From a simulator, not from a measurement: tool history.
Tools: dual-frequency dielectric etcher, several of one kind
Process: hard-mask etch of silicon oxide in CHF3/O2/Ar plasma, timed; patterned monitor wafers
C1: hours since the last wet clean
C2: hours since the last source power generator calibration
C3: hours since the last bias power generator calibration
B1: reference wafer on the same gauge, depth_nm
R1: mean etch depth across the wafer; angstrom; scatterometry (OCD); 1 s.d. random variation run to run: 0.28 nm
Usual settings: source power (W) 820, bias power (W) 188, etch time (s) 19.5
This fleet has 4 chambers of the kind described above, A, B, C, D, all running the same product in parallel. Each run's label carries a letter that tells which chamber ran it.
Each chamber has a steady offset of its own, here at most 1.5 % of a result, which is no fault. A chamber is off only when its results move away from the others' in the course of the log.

run 1D hour=9.1 | source_power_(W)=820 bias_power_(W)=188 etch_time_(s)=19.5 | C1=114.4 C2=3407.7 C3=144.9 | B1=38.342 | R1=442.01
run 2C hour=16.8 | source_power_(W)=820 bias_power_(W)=188 etch_time_(s)=19.5 | C1=45.1 C2=280.8 C3=2179 | B1=38.344 | R1=447.74
run 3A hour=24 | source_power_(W)=820 bias_power_(W)=188 etch_time_(s)=19.5 | C1=105.2 C2=2472.7 C3=330.3 | B1=38.307 | R1=441.81
run 4B hour=29.3 | source_power_(W)=820 bias_power_(W)=188 etch_time_(s)=19.5 | C1=234.5 C2=184 C3=1929.9 | B1=38.312 | R1=442.11
run 5D hour=36.4 | source_power_(W)=820 bias_power_(W)=188 etch_time_(s)=19.5 | C1=141.7 C2=3435 C3=172.2 | B1=38.279 | R1=439.26
run 6B hour=42.1 | source_power_(W)=820 bias_power_(W)=188 etch_time_(s)=19.5 | C1=247.3 C2=196.8 C3=1942.7 | B1=38.304 | R1=440.03
-- hour=46.2 chamber C: bias power generator calibrated
run 7A hour=50.8 | source_power_(W)=820 bias_power_(W)=188 etch_time_(s)=19.5 | C1=132 C2=2499.5 C3=357.1 | B1=38.356 | R1=438.96
run 8C hour=56.2 | source_power_(W)=820 bias_power_(W)=166 etch_time_(s)=16 | C1=84.5 C2=320.2 C3=10.1 | B1=38.226 | R1=350.74
run 9C hour=61.7 | source_power_(W)=820 bias_power_(W)=166 etch_time_(s)=16 | C1=90 C2=325.7 C3=15.6 | B1=38.282 | R1=350.36
run 10A hour=66.2 | source_power_(W)=820 bias_power_(W)=166 etch_time_(s)=16 | C1=147.4 C2=2514.9 C3=372.5 | B1=38.299 | R1=345.06
run 11D hour=72.1 | source_power_(W)=820 bias_power_(W)=166 etch_time_(s)=16 | C1=177.4 C2=3470.7 C3=207.9 | B1=38.268 | R1=346.34
run 12B hour=81.6 | source_power_(W)=820 bias_power_(W)=188 etch_time_(s)=19.5 | C1=286.8 C2=236.3 C3=1982.2 | B1=38.323 | R1=442.85
run 13C hour=89.7 | source_power_(W)=820 bias_power_(W)=188 etch_time_(s)=19.5 | C1=118 C2=353.7 C3=43.6 | B1=38.275 | R1=444.02
run 14B hour=96.4 | source_power_(W)=820 bias_power_(W)=188 etch_time_(s)=19.5 | C1=301.6 C2=251.1 C3=1997 | B1=38.324 | R1=441.64
run 15A hour=102.6 | source_power_(W)=820 bias_power_(W)=188 etch_time_(s)=19.5 | C1=183.8 C2=2551.3 C3=408.9 | B1=38.349 | R1=440.37
run 16D hour=112.2 | source_power_(W)=820 bias_power_(W)=188 etch_time_(s)=19.5 | C1=217.5 C2=3510.8 C3=248 | B1=38.367 | R1=436.77
run 17B hour=118.4 | source_power_(W)=820 bias_power_(W)=188 etch_time_(s)=19.5 | C1=323.6 C2=273.1 C3=2019 | B1=38.268 | R1=445.86
run 18C hour=127.7 | source_power_(W)=820 bias_power_(W)=188 etch_time_(s)=19.5 | C1=156 C2=391.7 C3=81.6 | B1=38.208 | R1=450.11
run 19A hour=136 | source_power_(W)=820 bias_power_(W)=188 etch_time_(s)=19.5 | C1=217.2 C2=2584.7 C3=442.3 | B1=38.312 | R1=438.66
run 20D hour=140.2 | source_power_(W)=820 bias_power_(W)=188 etch_time_(s)=19.5 | C1=245.5 C2=3538.8 C3=276 | B1=38.26 | R1=434.07
run 21C hour=146.4 | source_power_(W)=820 bias_power_(W)=188 etch_time_(s)=19.5 | C1=174.7 C2=410.4 C3=100.3 | B1=38.339 | R1=446.17
run 22D hour=153.3 | source_power_(W)=820 bias_power_(W)=188 etch_time_(s)=19.5 | C1=258.6 C2=3551.9 C3=289.1 | B1=38.304 | R1=435.83
run 23B hour=160.4 | source_power_(W)=820 bias_power_(W)=188 etch_time_(s)=19.5 | C1=365.6 C2=315.1 C3=2061 | B1=38.305 | R1=439.58
run 24A hour=168.4 | source_power_(W)=820 bias_power_(W)=188 etch_time_(s)=19.5 | C1=249.6 C2=2617.1 C3=474.7 | B1=38.305 | R1=439.27
run 25C hour=174.6 | source_power_(W)=820 bias_power_(W)=208 etch_time_(s)=16.5 | C1=202.9 C2=438.6 C3=128.5 | B1=38.281 | R1=390.7
run 26B hour=183.2 | source_power_(W)=820 bias_power_(W)=208 etch_time_(s)=16.5 | C1=388.4 C2=337.9 C3=2083.8 | B1=38.259 | R1=384.66
run 27D hour=189.3 | source_power_(W)=820 bias_power_(W)=208 etch_time_(s)=16.5 | C1=294.6 C2=3587.9 C3=325.1 | B1=38.254 | R1=383.86
run 28A hour=197.8 | source_power_(W)=820 bias_power_(W)=208 etch_time_(s)=16.5 | C1=279 C2=2646.5 C3=504.1 | B1=38.285 | R1=384.39
run 29D hour=207.1 | source_power_(W)=820 bias_power_(W)=188 etch_time_(s)=19.5 | C1=312.4 C2=3605.7 C3=342.9 | B1=38.288 | R1=435.57
run 30A hour=211.3 | source_power_(W)=820 bias_power_(W)=188 etch_time_(s)=19.5 | C1=292.5 C2=2660 C3=517.6 | B1=38.32 | R1=435.91
run 31C hour=216.3 | source_power_(W)=940 bias_power_(W)=188 etch_time_(s)=14.5 | C1=244.6 C2=480.3 C3=170.2 | B1=38.26 | R1=350.91
run 32B hour=223.7 | source_power_(W)=940 bias_power_(W)=188 etch_time_(s)=14.5 | C1=428.9 C2=378.4 C3=2124.3 | B1=38.294 | R1=343.68
run 33D hour=229.9 | source_power_(W)=940 bias_power_(W)=188 etch_time_(s)=14.5 | C1=335.2 C2=3628.5 C3=365.7 | B1=38.294 | R1=344.37
run 34A hour=236.9 | source_power_(W)=940 bias_power_(W)=188 etch_time_(s)=14.5 | C1=318.1 C2=2685.6 C3=543.2 | B1=38.227 | R1=347.59
run 35B hour=245.3 | source_power_(W)=820 bias_power_(W)=188 etch_time_(s)=19.5 | C1=450.5 C2=400 C3=2145.9 | B1=38.339 | R1=436.75

Next, every chamber runs the same settings. What will each give?
run 36A hour=252.2 | source_power_(W)=820 bias_power_(W)=188 etch_time_(s)=19.5 | R1=?
run 36B hour=252.2 | source_power_(W)=820 bias_power_(W)=188 etch_time_(s)=19.5 | R1=?
run 36C hour=252.2 | source_power_(W)=820 bias_power_(W)=188 etch_time_(s)=19.5 | R1=?
run 36D hour=252.2 | source_power_(W)=820 bias_power_(W)=188 etch_time_(s)=19.5 | R1=?

run=36A R1=440
run=36B R1=438.06
run=36C R1=445.67
run=36D R1=436.01
